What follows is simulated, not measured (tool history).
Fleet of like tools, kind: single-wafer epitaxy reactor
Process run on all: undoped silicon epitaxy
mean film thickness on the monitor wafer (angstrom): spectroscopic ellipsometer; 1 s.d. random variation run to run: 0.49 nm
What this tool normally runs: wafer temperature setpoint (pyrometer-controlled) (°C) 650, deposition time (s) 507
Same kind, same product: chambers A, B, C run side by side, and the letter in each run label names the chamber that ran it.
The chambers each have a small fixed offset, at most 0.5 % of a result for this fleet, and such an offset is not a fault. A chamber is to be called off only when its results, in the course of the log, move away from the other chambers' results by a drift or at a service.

| run | day | wafer temperature setpoint (pyrometer-controlled) (°C) | deposition time (s) | hours since the last pyrometer calibration | read-back reference wafer on the same gauge, thickness_nm | mean film thickness on the monitor wafer (angstrom) |
|---|---|---|---|---|---|---|
| 1C | 0.233 | 650 | 507 | 396.1 | 97.380 | 846.76 |
| 2B | 0.725 | 650 | 507 | 253.7 | 97.568 | 855.57 |
| 3A | 0.954 | 650 | 507 | 941.7 | 97.457 | 858.30 |
| 4C | 1.304 | 650 | 507 | 421.8 | 97.598 | 844.75 |
| 5B | 1.708 | 650 | 507 | 277.3 | 97.510 | 851.38 |
| 6A | 2.196 | 636 | 507 | 971.5 | 97.543 | 625.84 |
| 7A | 2.658 | 636 | 507 | 982.6 | 97.594 | 624.29 |
| 8C | 3.000 | 636 | 507 | 462.5 | 97.448 | 623.57 |
| 9B | 3.412 | 650 | 507 | 318.2 | 97.418 | 861.41 |
| 10A | 3.646 | 650 | 507 | 1006.3 | 97.674 | 859.46 |
| 11B | 4.004 | 636 | 428 | 332.4 | 97.483 | 531.12 |
| 12C | 4.471 | 636 | 428 | 497.8 | 97.342 | 519.76 |
| 13B | 4.808 | 636 | 428 | 351.7 | 97.419 | 532.27 |
| 14C | 5.275 | 650 | 507 | 517.1 | 97.489 | 850.70 |
| 15A | 5.779 | 650 | 507 | 1057.5 | 97.486 | 860.08 |
| 16B | 6.275 | 650 | 507 | 386.9 | 97.440 | 861.66 |
| 17C | 6.546 | 650 | 507 | 547.6 | 97.527 | 851.72 |
| 18A | 6.808 | 650 | 507 | 1082.2 | 97.528 | 850.48 |
| 19C | 7.046 | 650 | 507 | 559.6 | 97.424 | 849.45 |
| 20A | 7.496 | 650 | 507 | 1098.7 | 97.462 | 858.10 |
| 21B | 7.750 | 650 | 507 | 422.3 | 97.545 | 876.22 |
| 22B | 8.217 | 650 | 507 | 433.5 | 97.617 | 885.86 |
| 23A | 8.567 | 650 | 507 | 1124.4 | 97.437 | 850.86 |
| 24C | 8.796 | 650 | 507 | 601.6 | 97.689 | 846.29 |
| 25B | 9.192 | 637 | 507 | 456.9 | 97.608 | 660.34 |
| 26A | 9.512 | 637 | 507 | 1147.1 | 97.562 | 645.64 |
| 27C | 9.746 | 637 | 507 | 624.4 | 97.510 | 634.11 |
| 28A | 10.092 | 650 | 507 | 1161.0 | 97.522 | 846.17 |
| 29B | 10.471 | 650 | 507 | 487.6 | 97.480 | 886.45 |
| 30C | 10.862 | 650 | 507 | 651.2 | 97.630 | 856.88 |
| 31C | 11.083 | 640 | 596 | 656.5 | 97.437 | 795.42 |
| 32B | 11.508 | 640 | 596 | 512.5 | 97.336 | 856.64 |
| 33A | 11.971 | 640 | 596 | 1206.1 | 97.536 | 812.87 |
| 34A | 12.304 | 650 | 507 | 1214.1 | 97.653 | 858.81 |
| 35C | 12.650 | 650 | 507 | 694.1 | 97.513 | 855.09 |
| 36B | 13.142 | 650 | 507 | 551.7 | 97.370 | 899.25 |
| 37C | 13.404 | 650 | 507 | 712.2 | 97.505 | 851.77 |
| 38B | 13.662 | 650 | 507 | 564.2 | 97.565 | 909.90 |
| 39A | 13.962 | 639 | 507 | 1253.9 | 97.642 | 667.37 |
| 40B | 14.404 | 639 | 507 | 582.0 | 97.484 | 716.65 |

The same settings go to every chamber for the next run, one line per chamber below. Forecast the results for each:
| 41A | 14.767 | 661 | 507 |  |  | ? |
| 41B | 14.767 | 661 | 507 |  |  | ? |
| 41C | 14.767 | 661 | 507 |  |  | ? |

| run | mean film thickness on the monitor wafer (angstrom) |
|---|---|
| 41A | 1089.30 |
| 41B | 1159.10 |
| 41C | 1076.60 |
